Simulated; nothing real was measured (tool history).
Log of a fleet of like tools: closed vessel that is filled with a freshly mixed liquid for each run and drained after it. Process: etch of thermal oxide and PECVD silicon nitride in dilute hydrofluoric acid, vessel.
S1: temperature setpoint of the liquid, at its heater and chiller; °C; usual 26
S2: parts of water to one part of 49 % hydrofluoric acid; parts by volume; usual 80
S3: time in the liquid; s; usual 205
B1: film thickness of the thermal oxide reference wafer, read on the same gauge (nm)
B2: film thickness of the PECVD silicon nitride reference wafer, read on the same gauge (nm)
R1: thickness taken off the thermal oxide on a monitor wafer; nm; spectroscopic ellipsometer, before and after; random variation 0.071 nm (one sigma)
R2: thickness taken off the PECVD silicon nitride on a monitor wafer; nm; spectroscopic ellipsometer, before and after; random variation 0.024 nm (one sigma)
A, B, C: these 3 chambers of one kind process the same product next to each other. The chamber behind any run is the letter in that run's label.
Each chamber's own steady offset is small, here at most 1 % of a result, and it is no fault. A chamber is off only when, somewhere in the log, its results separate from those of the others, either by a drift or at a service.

run,hour,S1,S2,S3,B1,B2,R1,R2
1B,6.0,26,80,205,50.006,89.999,13.0300,4.9285
2C,15.5,26,80,205,49.988,89.983,13.0010,4.9324
3A,21.0,26,80,205,49.990,90.032,13.1050,4.9144
4C,27.5,26,80,205,50.034,90.028,12.9450,4.9420
5B,33.3,26,80,205,50.008,89.998,13.0630,4.9092
6A,39.0,26,80,205,49.965,90.021,13.0540,4.9952
7C,43.7,26,105,205,49.998,90.030,9.6880,3.7922
8A,50.2,26,105,205,49.971,90.010,9.6124,3.7383
9B,58.9,26,105,205,49.990,90.011,9.5966,3.7433
10C,65.4,26,80,205,49.997,89.988,13.1130,4.9635
11A,73.4,26,80,205,49.983,90.021,12.8960,4.9695
12B,78.0,26,80,205,50.000,89.986,13.0770,4.9647
13A,85.9,26,80,245,49.979,90.028,15.5780,5.8666
14C,90.8,26,80,245,50.003,90.019,15.5480,5.9343
15B,99.5,26,80,245,50.009,89.984,15.6040,5.8521
16A,107.5,26,80,205,49.986,89.982,13.0720,4.9658
17B,113.4,26,80,205,50.004,89.987,13.0990,4.9613
18C,120.8,26,80,205,50.013,90.018,12.9920,4.9641
19B,125.8,26,80,205,49.985,90.012,13.0620,4.9160
20C,132.0,26,80,205,50.012,90.028,12.9860,4.9705
21A,139.7,26,80,205,49.986,90.000,13.0510,4.9224
22C,148.3,26,80,205,49.996,89.999,13.1680,4.9425
# hour 150.2: chamber C: thermometer replaced
23A,153.7,26,80,205,50.014,90.018,13.1590,4.9637
24B,163.1,26,55,130,50.012,90.021,12.5700,4.5485
25B,168.1,26,55,130,50.012,90.039,12.6440,4.5556
26C,177.5,26,55,130,50.000,90.019,12.3870,4.4737
27A,184.3,26,80,205,49.987,89.982,13.0950,4.9926
28A,188.6,26,80,205,49.995,90.011,12.8690,4.9593
29B,193.2,26,80,205,50.027,90.012,13.0780,4.9431
30C,198.3,26,80,205,50.022,90.003,12.9880,4.9428
31B,207.6,26,80,205,49.991,89.987,13.1300,4.9351
32C,214.9,26,80,205,50.005,90.022,13.0220,4.9502
33A,221.8,26,80,205,50.011,89.990,13.0830,4.9635
34B,226.8,26,80,205,50.022,90.021,12.9660,4.9224
35A,235.4,28,80,165,49.987,89.976,11.3540,4.5483
36C,240.0,28,80,165,49.990,89.999,11.4050,4.5531
37A,249.4,28,80,165,49.996,89.997,11.3110,4.5614
38B,255.1,26,80,205,50.005,90.021,13.1420,4.9479
39C,262.3,26,80,205,49.988,89.993,13.0780,4.9905
40C,269.9,26,80,315,50.018,90.011,20.0130,7.6189

One chamber off, gauge drift, or nothing amiss beyond the chambers' own small offsets? If it is a chamber, which one, and what is the likeliest cause?

Neither any chamber nor the gauge drifts; the chambers differ only by their own small, steady offsets.
